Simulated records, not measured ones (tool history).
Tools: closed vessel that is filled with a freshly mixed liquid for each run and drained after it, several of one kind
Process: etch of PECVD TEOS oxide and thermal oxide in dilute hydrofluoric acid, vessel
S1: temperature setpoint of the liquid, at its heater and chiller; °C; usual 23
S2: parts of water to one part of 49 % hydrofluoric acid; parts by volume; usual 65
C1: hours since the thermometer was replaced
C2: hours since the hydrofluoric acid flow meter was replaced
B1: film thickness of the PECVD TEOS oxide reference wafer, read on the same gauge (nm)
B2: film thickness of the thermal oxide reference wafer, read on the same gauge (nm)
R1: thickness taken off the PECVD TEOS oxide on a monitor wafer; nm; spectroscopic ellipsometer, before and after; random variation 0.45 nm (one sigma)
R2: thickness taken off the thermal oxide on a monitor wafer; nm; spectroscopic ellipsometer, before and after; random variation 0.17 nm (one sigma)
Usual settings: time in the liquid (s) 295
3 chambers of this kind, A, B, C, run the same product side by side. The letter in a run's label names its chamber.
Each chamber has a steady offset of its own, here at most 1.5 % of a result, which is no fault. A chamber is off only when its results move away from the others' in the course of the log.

run 1C hour=12.4 | S1=23 S2=65 time_in_the_liquid_(s)=295 | C1=27.7 C2=532.7 | B1=150.02 B2=99.988 | R1=49.239 R2=21.682
run 2A hour=26.1 | S1=23 S2=65 time_in_the_liquid_(s)=295 | C1=137.0 C2=902.2 | B1=149.96 B2=100.010 | R1=47.835 R2=21.812
run 3B hour=36.3 | S1=23 S2=65 time_in_the_liquid_(s)=295 | C1=489.3 C2=1533.6 | B1=150.00 B2=100.000 | R1=47.525 R2=21.463
run 4A hour=43.6 | S1=23 S2=65 time_in_the_liquid_(s)=295 | C1=154.5 C2=919.7 | B1=150.00 B2=100.000 | R1=48.249 R2=22.121
run 5B hour=57.3 | S1=23 S2=65 time_in_the_liquid_(s)=295 | C1=510.3 C2=1554.6 | B1=149.99 B2=99.997 | R1=48.250 R2=21.572
run 6C hour=71.2 | S1=23 S2=65 time_in_the_liquid_(s)=295 | C1=86.5 C2=591.5 | B1=150.01 B2=100.010 | R1=48.269 R2=21.492
run 7A hour=85.7 | S1=23 S2=65 time_in_the_liquid_(s)=140 | C1=196.6 C2=961.8 | B1=149.97 B2=100.020 | R1=22.628 R2=10.431
-- hour=91.5 chamber A: hydrofluoric acid flow meter replaced
run 8C hour=96.8 | S1=23 S2=65 time_in_the_liquid_(s)=140 | C1=112.1 C2=617.1 | B1=150.00 B2=100.000 | R1=23.257 R2=10.426
run 9B hour=112.3 | S1=23 S2=65 time_in_the_liquid_(s)=140 | C1=565.3 C2=1609.6 | B1=150.03 B2=99.995 | R1=22.746 R2=10.144
run 10B hour=125.6 | S1=23 S2=65 time_in_the_liquid_(s)=295 | C1=578.6 C2=1622.9 | B1=150.02 B2=99.986 | R1=48.716 R2=21.475
run 11C hour=138.6 | S1=23 S2=65 time_in_the_liquid_(s)=295 | C1=153.9 C2=658.9 | B1=150.00 B2=99.985 | R1=49.142 R2=21.483
run 12A hour=146.8 | S1=23 S2=65 time_in_the_liquid_(s)=295 | C1=257.7 C2=55.3 | B1=150.01 B2=100.000 | R1=48.156 R2=22.019
run 13C hour=161.7 | S1=23 S2=65 time_in_the_liquid_(s)=295 | C1=177.0 C2=682.0 | B1=150.00 B2=100.000 | R1=48.450 R2=21.672
run 14A hour=168.8 | S1=23 S2=65 time_in_the_liquid_(s)=295 | C1=279.7 C2=77.3 | B1=150.01 B2=100.010 | R1=49.551 R2=21.727
run 15B hour=178.0 | S1=23 S2=35 time_in_the_liquid_(s)=295 | C1=631.0 C2=1675.3 | B1=150.02 B2=99.998 | R1=94.243 R2=41.759
run 16B hour=185.4 | S1=23 S2=35 time_in_the_liquid_(s)=295 | C1=638.4 C2=1682.7 | B1=149.98 B2=99.984 | R1=94.463 R2=41.386
run 17C hour=197.2 | S1=23 S2=35 time_in_the_liquid_(s)=295 | C1=212.5 C2=717.5 | B1=149.97 B2=100.000 | R1=92.802 R2=41.205
run 18A hour=213.1 | S1=23 S2=65 time_in_the_liquid_(s)=295 | C1=324.0 C2=121.6 | B1=149.99 B2=100.000 | R1=48.993 R2=21.611
run 19C hour=227.5 | S1=23 S2=65 time_in_the_liquid_(s)=295 | C1=242.8 C2=747.8 | B1=150.02 B2=100.000 | R1=48.880 R2=21.714
run 20B hour=236.2 | S1=23 S2=65 time_in_the_liquid_(s)=295 | C1=689.2 C2=1733.5 | B1=149.97 B2=99.991 | R1=49.158 R2=21.483
run 21A hour=249.1 | S1=23 S2=65 time_in_the_liquid_(s)=295 | C1=360.0 C2=157.6 | B1=150.02 B2=99.995 | R1=48.548 R2=21.736
run 22A hour=257.6 | S1=23 S2=65 time_in_the_liquid_(s)=295 | C1=368.5 C2=166.1 | B1=150.00 B2=99.998 | R1=47.848 R2=21.668
run 23C hour=265.5 | S1=23 S2=65 time_in_the_liquid_(s)=295 | C1=280.8 C2=785.8 | B1=149.99 B2=100.010 | R1=48.872 R2=21.843
run 24B hour=272.7 | S1=23 S2=65 time_in_the_liquid_(s)=295 | C1=725.7 C2=1770.0 | B1=149.99 B2=100.020 | R1=47.892 R2=21.483
run 25A hour=283.4 | S1=23 S2=65 time_in_the_liquid_(s)=295 | C1=394.3 C2=191.9 | B1=150.02 B2=99.998 | R1=47.739 R2=21.982
run 26B hour=291.4 | S1=23 S2=65 time_in_the_liquid_(s)=295 | C1=744.4 C2=1788.7 | B1=150.02 B2=99.995 | R1=47.923 R2=21.312
run 27C hour=302.8 | S1=23 S2=65 time_in_the_liquid_(s)=295 | C1=318.1 C2=823.1 | B1=150.02 B2=99.992 | R1=48.124 R2=21.500
run 28A hour=317.6 | S1=23 S2=90 time_in_the_liquid_(s)=295 | C1=428.5 C2=226.1 | B1=149.97 B2=100.010 | R1=34.373 R2=15.394
run 29B hour=331.7 | S1=23 S2=90 time_in_the_liquid_(s)=295 | C1=784.7 C2=1829.0 | B1=150.00 B2=100.010 | R1=33.245 R2=14.956

What goes on in this fleet: one chamber off, a drifting gauge, or nothing beyond the chambers' own small offsets? Name the chamber and the cause, if any.

No chamber stands off beyond its own small offset, and the gauge holds steady.

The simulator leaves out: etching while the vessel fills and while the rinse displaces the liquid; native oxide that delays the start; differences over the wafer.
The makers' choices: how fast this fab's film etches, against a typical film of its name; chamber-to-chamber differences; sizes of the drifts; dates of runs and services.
